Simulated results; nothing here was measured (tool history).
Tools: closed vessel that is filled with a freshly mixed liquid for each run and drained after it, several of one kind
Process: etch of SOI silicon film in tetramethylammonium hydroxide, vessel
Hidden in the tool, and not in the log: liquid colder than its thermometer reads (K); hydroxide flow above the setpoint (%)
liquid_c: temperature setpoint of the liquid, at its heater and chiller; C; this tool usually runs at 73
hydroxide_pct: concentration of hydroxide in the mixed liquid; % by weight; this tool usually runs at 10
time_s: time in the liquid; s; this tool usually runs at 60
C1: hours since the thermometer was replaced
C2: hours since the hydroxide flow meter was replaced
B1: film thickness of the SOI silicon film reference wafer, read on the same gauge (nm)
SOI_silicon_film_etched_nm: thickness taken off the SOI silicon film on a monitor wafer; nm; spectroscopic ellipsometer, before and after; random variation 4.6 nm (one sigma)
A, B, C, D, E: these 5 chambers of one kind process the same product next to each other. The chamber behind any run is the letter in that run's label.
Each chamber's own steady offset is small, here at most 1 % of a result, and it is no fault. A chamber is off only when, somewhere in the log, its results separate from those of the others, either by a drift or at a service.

{"run": "1A", "hour": 9.9, "liquid_c": 73, "hydroxide_pct": 10, "time_s": 60, "C1": 855.5, "C2": 688.1, "B1": 90.027, "SOI_silicon_film_etched_nm": 520.85}
{"run": "2D", "hour": 19.0, "liquid_c": 73, "hydroxide_pct": 10, "time_s": 60, "C1": 308, "C2": 585.7, "B1": 89.966, "SOI_silicon_film_etched_nm": 518.27}
{"run": "3E", "hour": 31.6, "liquid_c": 73, "hydroxide_pct": 10, "time_s": 60, "C1": 209.9, "C2": 660.5, "B1": 90.003, "SOI_silicon_film_etched_nm": 505.83}
{"run": "4C", "hour": 42.5, "liquid_c": 73, "hydroxide_pct": 10, "time_s": 60, "C1": 2053.3, "C2": 1452.9, "B1": 89.988, "SOI_silicon_film_etched_nm": 515.98}
{"run": "5B", "hour": 53.2, "liquid_c": 73, "hydroxide_pct": 10, "time_s": 60, "C1": 2090.8, "C2": 428.9, "B1": 89.975, "SOI_silicon_film_etched_nm": 516.01}
{"run": "6E", "hour": 64.9, "liquid_c": 73, "hydroxide_pct": 10, "time_s": 75, "C1": 243.2, "C2": 693.8, "B1": 90.032, "SOI_silicon_film_etched_nm": 643.1}
{"run": "7B", "hour": 73.8, "liquid_c": 73, "hydroxide_pct": 10, "time_s": 75, "C1": 2111.4, "C2": 449.5, "B1": 89.999, "SOI_silicon_film_etched_nm": 640.4}
{"hour": 79.3, "done": "chamber C: hydroxide flow meter replaced"}
{"run": "8D", "hour": 82.8, "liquid_c": 73, "hydroxide_pct": 10, "time_s": 75, "C1": 371.8, "C2": 649.5, "B1": 90.024, "SOI_silicon_film_etched_nm": 637.31}
{"run": "9A", "hour": 91.1, "liquid_c": 73, "hydroxide_pct": 10, "time_s": 75, "C1": 936.7, "C2": 769.3, "B1": 89.988, "SOI_silicon_film_etched_nm": 644.77}
{"hour": 94.0, "done": "chamber B: hydroxide flow meter replaced"}
{"run": "10C", "hour": 99.4, "liquid_c": 73, "hydroxide_pct": 10, "time_s": 75, "C1": 2110.2, "C2": 20.1, "B1": 89.995, "SOI_silicon_film_etched_nm": 645.49}
{"run": "11A", "hour": 111.7, "liquid_c": 73, "hydroxide_pct": 10, "time_s": 60, "C1": 957.3, "C2": 789.9, "B1": 89.989, "SOI_silicon_film_etched_nm": 516.67}
{"run": "12E", "hour": 122.8, "liquid_c": 67.5, "hydroxide_pct": 8, "time_s": 60, "C1": 301.1, "C2": 751.7, "B1": 90.018, "SOI_silicon_film_etched_nm": 401.19}
{"run": "13C", "hour": 133.7, "liquid_c": 67.5, "hydroxide_pct": 8, "time_s": 60, "C1": 2144.5, "C2": 54.4, "B1": 90.001, "SOI_silicon_film_etched_nm": 405.53}
{"run": "14D", "hour": 140.5, "liquid_c": 67.5, "hydroxide_pct": 8, "time_s": 60, "C1": 429.5, "C2": 707.2, "B1": 89.972, "SOI_silicon_film_etched_nm": 396.29}
{"run": "15B", "hour": 146.9, "liquid_c": 67.5, "hydroxide_pct": 8, "time_s": 60, "C1": 2184.5, "C2": 53, "B1": 90.006, "SOI_silicon_film_etched_nm": 405.54}
{"run": "16B", "hour": 154.5, "liquid_c": 67.5, "hydroxide_pct": 8, "time_s": 60, "C1": 2192.1, "C2": 60.6, "B1": 90.001, "SOI_silicon_film_etched_nm": 402.23}
{"run": "17A", "hour": 160.6, "liquid_c": 73, "hydroxide_pct": 8.5, "time_s": 60, "C1": 1006.2, "C2": 838.8, "B1": 90.002, "SOI_silicon_film_etched_nm": 556.94}
{"run": "18D", "hour": 173.7, "liquid_c": 73, "hydroxide_pct": 8.5, "time_s": 60, "C1": 462.7, "C2": 740.4, "B1": 89.998, "SOI_silicon_film_etched_nm": 524.56}
{"run": "19C", "hour": 183.0, "liquid_c": 73, "hydroxide_pct": 8.5, "time_s": 60, "C1": 2193.8, "C2": 103.7, "B1": 90.039, "SOI_silicon_film_etched_nm": 537.45}
{"run": "20E", "hour": 190.4, "liquid_c": 73, "hydroxide_pct": 8.5, "time_s": 60, "C1": 368.7, "C2": 819.3, "B1": 90.012, "SOI_silicon_film_etched_nm": 542.29}
{"run": "21D", "hour": 200.6, "liquid_c": 73, "hydroxide_pct": 8.5, "time_s": 60, "C1": 489.6, "C2": 767.3, "B1": 90.011, "SOI_silicon_film_etched_nm": 525.16}
{"run": "22B", "hour": 208.2, "liquid_c": 73, "hydroxide_pct": 10, "time_s": 60, "C1": 2245.8, "C2": 114.3, "B1": 89.993, "SOI_silicon_film_etched_nm": 514.35}
{"run": "23A", "hour": 217.6, "liquid_c": 73, "hydroxide_pct": 10, "time_s": 60, "C1": 1063.2, "C2": 895.8, "B1": 90.011, "SOI_silicon_film_etched_nm": 516.35}
{"run": "24E", "hour": 223.6, "liquid_c": 73, "hydroxide_pct": 10, "time_s": 60, "C1": 401.9, "C2": 852.5, "B1": 90.003, "SOI_silicon_film_etched_nm": 511.13}
{"run": "25C", "hour": 230.1, "liquid_c": 73, "hydroxide_pct": 10, "time_s": 60, "C1": 2240.9, "C2": 150.8, "B1": 89.977, "SOI_silicon_film_etched_nm": 519.32}
{"run": "26A", "hour": 239.7, "liquid_c": 73, "hydroxide_pct": 10, "time_s": 60, "C1": 1085.3, "C2": 917.9, "B1": 90.025, "SOI_silicon_film_etched_nm": 512.52}
{"run": "27C", "hour": 248.7, "liquid_c": 73, "hydroxide_pct": 10, "time_s": 60, "C1": 2259.5, "C2": 169.4, "B1": 89.983, "SOI_silicon_film_etched_nm": 516.62}
{"run": "28B", "hour": 256.4, "liquid_c": 73, "hydroxide_pct": 10, "time_s": 60, "C1": 2294, "C2": 162.5, "B1": 90.006, "SOI_silicon_film_etched_nm": 514.66}
{"run": "29D", "hour": 268.8, "liquid_c": 80.5, "hydroxide_pct": 10, "time_s": 60, "C1": 557.8, "C2": 835.5, "B1": 89.985, "SOI_silicon_film_etched_nm": 729.98}
{"run": "30E", "hour": 277.6, "liquid_c": 80.5, "hydroxide_pct": 10, "time_s": 60, "C1": 455.9, "C2": 906.5, "B1": 90.004, "SOI_silicon_film_etched_nm": 772.89}
{"run": "31E", "hour": 287.5, "liquid_c": 80.5, "hydroxide_pct": 10, "time_s": 60, "C1": 465.8, "C2": 916.4, "B1": 89.999, "SOI_silicon_film_etched_nm": 776.88}
{"run": "32B", "hour": 298.4, "liquid_c": 80.5, "hydroxide_pct": 10, "time_s": 60, "C1": 2336, "C2": 204.5, "B1": 90.012, "SOI_silicon_film_etched_nm": 796.32}
{"run": "33C", "hour": 304.3, "liquid_c": 80.5, "hydroxide_pct": 10, "time_s": 60, "C1": 2315.1, "C2": 225, "B1": 89.972, "SOI_silicon_film_etched_nm": 782.87}

One chamber off, gauge drift, or nothing amiss beyond the chambers' own small offsets? If it is a chamber, which one, and what is the likeliest cause?

Chamber D drifts away from the others.
Likeliest cause: liquid colder than its thermometer reads (K) = 1.35.

Here are 4 candidates for chamber D's next run, each the usual settings with a change, their results left as question marks. Which one brings its results back in line with what the others give on the usual settings?
Allowed miss from the other chambers' usual-settings mean, per result, to count as in line: SOI_silicon_film_etched_nm 16 nm
{"run": "34D-1", "hour": 313.8, "liquid_c": 72.5, "hydroxide_pct": 10, "time_s": 60, "SOI_silicon_film_etched_nm": "?"}
{"run": "34D-2", "hour": 313.8, "liquid_c": 71.5, "hydroxide_pct": 10, "time_s": 60, "SOI_silicon_film_etched_nm": "?"}
{"run": "34D-3", "hour": 313.8, "liquid_c": 73, "hydroxide_pct": 10, "time_s": 65, "SOI_silicon_film_etched_nm": "?"}
{"run": "34D-4", "hour": 313.8, "liquid_c": 73, "hydroxide_pct": 9.5, "time_s": 60, "SOI_silicon_film_etched_nm": "?"}

The other chambers' mean on the usual settings: SOI_silicon_film_etched_nm 514.8 nm
run=34D-1 SOI_silicon_film_etched_nm=464.6
run=34D-2 SOI_silicon_film_etched_nm=438.46
run=34D-3 SOI_silicon_film_etched_nm=517.88
run=34D-4 SOI_silicon_film_etched_nm=488.2
34D-3 is the one that brings the chamber's results back in line with the other chambers.
